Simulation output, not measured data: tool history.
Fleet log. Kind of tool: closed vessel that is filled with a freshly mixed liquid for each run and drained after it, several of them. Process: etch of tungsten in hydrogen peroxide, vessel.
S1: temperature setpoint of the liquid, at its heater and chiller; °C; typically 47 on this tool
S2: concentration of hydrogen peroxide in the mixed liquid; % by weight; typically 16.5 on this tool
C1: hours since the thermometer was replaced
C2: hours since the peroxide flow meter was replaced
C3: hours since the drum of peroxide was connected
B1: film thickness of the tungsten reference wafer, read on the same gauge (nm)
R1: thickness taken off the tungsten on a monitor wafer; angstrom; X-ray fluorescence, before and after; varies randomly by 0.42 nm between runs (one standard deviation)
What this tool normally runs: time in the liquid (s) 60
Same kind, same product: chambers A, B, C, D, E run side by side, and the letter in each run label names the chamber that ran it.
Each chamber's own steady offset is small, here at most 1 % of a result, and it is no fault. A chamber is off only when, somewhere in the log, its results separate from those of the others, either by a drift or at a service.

{"run": "1D", "hour": 8.8, "S1": 47, "S2": 16.5, "time in the liquid (s)": 60, "C1": 2725.1, "C2": 644.4, "C3": 765.6, "B1": 60.003, "R1": 599.63}
{"run": "2B", "hour": 16.4, "S1": 47, "S2": 16.5, "time in the liquid (s)": 60, "C1": 2320.6, "C2": 248, "C3": 924.4, "B1": 59.977, "R1": 599.78}
{"run": "3C", "hour": 23.6, "S1": 47, "S2": 16.5, "time in the liquid (s)": 60, "C1": 205.8, "C2": 280.3, "C3": 319, "B1": 59.985, "R1": 599.91}
{"run": "4E", "hour": 32.3, "S1": 47, "S2": 16.5, "time in the liquid (s)": 60, "C1": 490.8, "C2": 46.5, "C3": 206, "B1": 60.015, "R1": 596.35}
{"run": "5A", "hour": 38.5, "S1": 47, "S2": 16.5, "time in the liquid (s)": 60, "C1": 944.8, "C2": 2082.8, "C3": 698.1, "B1": 60, "R1": 606.4}
{"run": "6B", "hour": 46.3, "S1": 47, "S2": 16.5, "time in the liquid (s)": 60, "C1": 2350.5, "C2": 277.9, "C3": 954.3, "B1": 60, "R1": 599.07}
{"hour": 50.8, "done": "chamber D: peroxide flow meter replaced"}
{"run": "7E", "hour": 51.6, "S1": 47, "S2": 16.5, "time in the liquid (s)": 60, "C1": 510.1, "C2": 65.8, "C3": 225.3, "B1": 59.978, "R1": 597.3}
{"hour": 56.1, "done": "chamber D: thermometer replaced"}
{"run": "8A", "hour": 58.9, "S1": 47, "S2": 21.5, "time in the liquid (s)": 70, "C1": 965.2, "C2": 2103.2, "C3": 718.5, "B1": 59.998, "R1": 815.48}
{"run": "9D", "hour": 65.8, "S1": 47, "S2": 21.5, "time in the liquid (s)": 70, "C1": 9.8, "C2": 15, "C3": 822.6, "B1": 59.994, "R1": 795.44}
{"run": "10C", "hour": 74.5, "S1": 47, "S2": 21.5, "time in the liquid (s)": 70, "C1": 256.7, "C2": 331.2, "C3": 369.9, "B1": 59.993, "R1": 787.12}
{"run": "11B", "hour": 82.0, "S1": 47, "S2": 21.5, "time in the liquid (s)": 70, "C1": 2386.2, "C2": 313.6, "C3": 990, "B1": 59.996, "R1": 797.98}
{"run": "12A", "hour": 88.1, "S1": 47, "S2": 21.5, "time in the liquid (s)": 70, "C1": 994.4, "C2": 2132.4, "C3": 747.7, "B1": 60.01, "R1": 809.35}
{"run": "13E", "hour": 96.7, "S1": 47, "S2": 16.5, "time in the liquid (s)": 60, "C1": 555.2, "C2": 110.9, "C3": 270.4, "B1": 59.969, "R1": 583.76}
{"run": "14C", "hour": 102.7, "S1": 47, "S2": 16.5, "time in the liquid (s)": 60, "C1": 284.9, "C2": 359.4, "C3": 398.1, "B1": 59.985, "R1": 594.16}
{"run": "15D", "hour": 108.5, "S1": 47, "S2": 16.5, "time in the liquid (s)": 60, "C1": 52.5, "C2": 57.7, "C3": 865.3, "B1": 59.991, "R1": 597.81}
{"run": "16D", "hour": 116.8, "S1": 47, "S2": 16.5, "time in the liquid (s)": 60, "C1": 60.8, "C2": 66, "C3": 873.6, "B1": 60.008, "R1": 601.31}
{"run": "17E", "hour": 123.1, "S1": 47, "S2": 16.5, "time in the liquid (s)": 60, "C1": 581.6, "C2": 137.3, "C3": 296.8, "B1": 60.011, "R1": 593.42}
{"run": "18B", "hour": 129.8, "S1": 47, "S2": 20.5, "time in the liquid (s)": 60, "C1": 2434, "C2": 361.4, "C3": 1037.8, "B1": 60.006, "R1": 667.9}
{"run": "19C", "hour": 137.1, "S1": 47, "S2": 20.5, "time in the liquid (s)": 60, "C1": 319.3, "C2": 393.8, "C3": 432.5, "B1": 60, "R1": 659.81}
{"run": "20A", "hour": 145.4, "S1": 47, "S2": 20.5, "time in the liquid (s)": 60, "C1": 1051.7, "C2": 2189.7, "C3": 805, "B1": 59.989, "R1": 686.09}
{"run": "21E", "hour": 151.8, "S1": 47, "S2": 20.5, "time in the liquid (s)": 60, "C1": 610.3, "C2": 166, "C3": 325.5, "B1": 60.01, "R1": 660.12}
{"run": "22B", "hour": 156.6, "S1": 47, "S2": 20.5, "time in the liquid (s)": 60, "C1": 2460.8, "C2": 388.2, "C3": 1064.6, "B1": 59.998, "R1": 671.65}
{"run": "23C", "hour": 161.2, "S1": 47, "S2": 16.5, "time in the liquid (s)": 60, "C1": 343.4, "C2": 417.9, "C3": 456.6, "B1": 60.012, "R1": 600.27}
{"run": "24D", "hour": 165.9, "S1": 47, "S2": 16.5, "time in the liquid (s)": 60, "C1": 109.9, "C2": 115.1, "C3": 922.7, "B1": 60.003, "R1": 600.64}
{"hour": 167.8, "done": "chamber E: new drum of peroxide connected"}
{"run": "25A", "hour": 170.6, "S1": 47, "S2": 16.5, "time in the liquid (s)": 60, "C1": 1076.9, "C2": 2214.9, "C3": 830.2, "B1": 59.998, "R1": 617.07}
{"run": "26A", "hour": 179.6, "S1": 47, "S2": 16.5, "time in the liquid (s)": 60, "C1": 1085.9, "C2": 2223.9, "C3": 839.2, "B1": 59.992, "R1": 614.62}
{"run": "27B", "hour": 186.6, "S1": 55, "S2": 16.5, "time in the liquid (s)": 60, "C1": 2490.8, "C2": 418.2, "C3": 1094.6, "B1": 59.996, "R1": 951.76}
{"run": "28C", "hour": 191.0, "S1": 55, "S2": 16.5, "time in the liquid (s)": 60, "C1": 373.2, "C2": 447.7, "C3": 486.4, "B1": 59.997, "R1": 980.47}
{"run": "29E", "hour": 198.8, "S1": 55, "S2": 16.5, "time in the liquid (s)": 60, "C1": 657.3, "C2": 213, "C3": 31.1, "B1": 60.012, "R1": 960.69}
{"run": "30D", "hour": 207.1, "S1": 55, "S2": 16.5, "time in the liquid (s)": 60, "C1": 151.1, "C2": 156.3, "C3": 963.9, "B1": 60.008, "R1": 961.19}
{"run": "31E", "hour": 214.4, "S1": 55, "S2": 16.5, "time in the liquid (s)": 60, "C1": 672.9, "C2": 228.6, "C3": 46.7, "B1": 59.997, "R1": 958.31}
{"run": "32B", "hour": 223.3, "S1": 47, "S2": 16.5, "time in the liquid (s)": 60, "C1": 2527.5, "C2": 454.9, "C3": 1131.3, "B1": 59.999, "R1": 600.18}
{"run": "33C", "hour": 227.5, "S1": 47, "S2": 16.5, "time in the liquid (s)": 80, "C1": 409.7, "C2": 484.2, "C3": 522.9, "B1": 59.993, "R1": 794.42}
{"run": "34A", "hour": 231.7, "S1": 47, "S2": 16.5, "time in the liquid (s)": 80, "C1": 1138, "C2": 2276, "C3": 891.3, "B1": 59.986, "R1": 839.07}
{"run": "35D", "hour": 239.4, "S1": 47, "S2": 16.5, "time in the liquid (s)": 80, "C1": 183.4, "C2": 188.6, "C3": 996.2, "B1": 59.97, "R1": 798.68}
{"run": "36C", "hour": 247.0, "S1": 47, "S2": 16.5, "time in the liquid (s)": 80, "C1": 429.2, "C2": 503.7, "C3": 542.4, "B1": 59.999, "R1": 801.88}
{"run": "37B", "hour": 254.7, "S1": 47, "S2": 16.5, "time in the liquid (s)": 80, "C1": 2558.9, "C2": 486.3, "C3": 1162.7, "B1": 60.004, "R1": 790.59}
{"run": "38A", "hour": 262.9, "S1": 47, "S2": 16.5, "time in the liquid (s)": 60, "C1": 1169.2, "C2": 2307.2, "C3": 922.5, "B1": 60.008, "R1": 629.7}
{"run": "39D", "hour": 271.9, "S1": 47, "S2": 16.5, "time in the liquid (s)": 60, "C1": 215.9, "C2": 221.1, "C3": 1028.7, "B1": 60.011, "R1": 601.45}
{"run": "40E", "hour": 277.6, "S1": 47, "S2": 16.5, "time in the liquid (s)": 60, "C1": 736.1, "C2": 291.8, "C3": 109.9, "B1": 60.004, "R1": 589.33}
{"run": "41A", "hour": 283.5, "S1": 47, "S2": 16.5, "time in the liquid (s)": 60, "C1": 1189.8, "C2": 2327.8, "C3": 943.1, "B1": 60.01, "R1": 629.49}

One chamber off, gauge drift, or nothing amiss beyond the chambers' own small offsets? If it is a chamber, which one, and what is the likeliest cause?

One chamber, A, drifts off from the rest bit by bit.
Cause: liquid hotter than its thermometer reads (K) = 0.84.
With only this log, it may be confused with: peroxide flow above the setpoint (%).

Chamber A could run next with any of the 4 candidate recipes listed below; each alters the usual settings, and their results appear as question marks. Which one brings its results back in line with what the other chambers deliver on the usual settings?
In line here means within this much of the mean the other chambers give on the usual settings: R1 15 angstrom
{"run": "42A-1", "hour": 290.1, "S1": 47, "S2": 21, "time in the liquid (s)": 60, "R1": "?"}
{"run": "42A-2", "hour": 290.1, "S1": 48, "S2": 16.5, "time in the liquid (s)": 60, "R1": "?"}
{"run": "42A-3", "hour": 290.1, "S1": 45, "S2": 16.5, "time in the liquid (s)": 60, "R1": "?"}
{"run": "42A-4", "hour": 290.1, "S1": 46, "S2": 16.5, "time in the liquid (s)": 60, "R1": "?"}

Mean of the other chambers on the usual settings: R1 595.74 angstrom
run=42A-1 R1=710.01
run=42A-2 R1=669.86
run=42A-3 R1=556.98
run=42A-4 R1=592.54
With 42A-4, the chamber falls back in line with the rest.

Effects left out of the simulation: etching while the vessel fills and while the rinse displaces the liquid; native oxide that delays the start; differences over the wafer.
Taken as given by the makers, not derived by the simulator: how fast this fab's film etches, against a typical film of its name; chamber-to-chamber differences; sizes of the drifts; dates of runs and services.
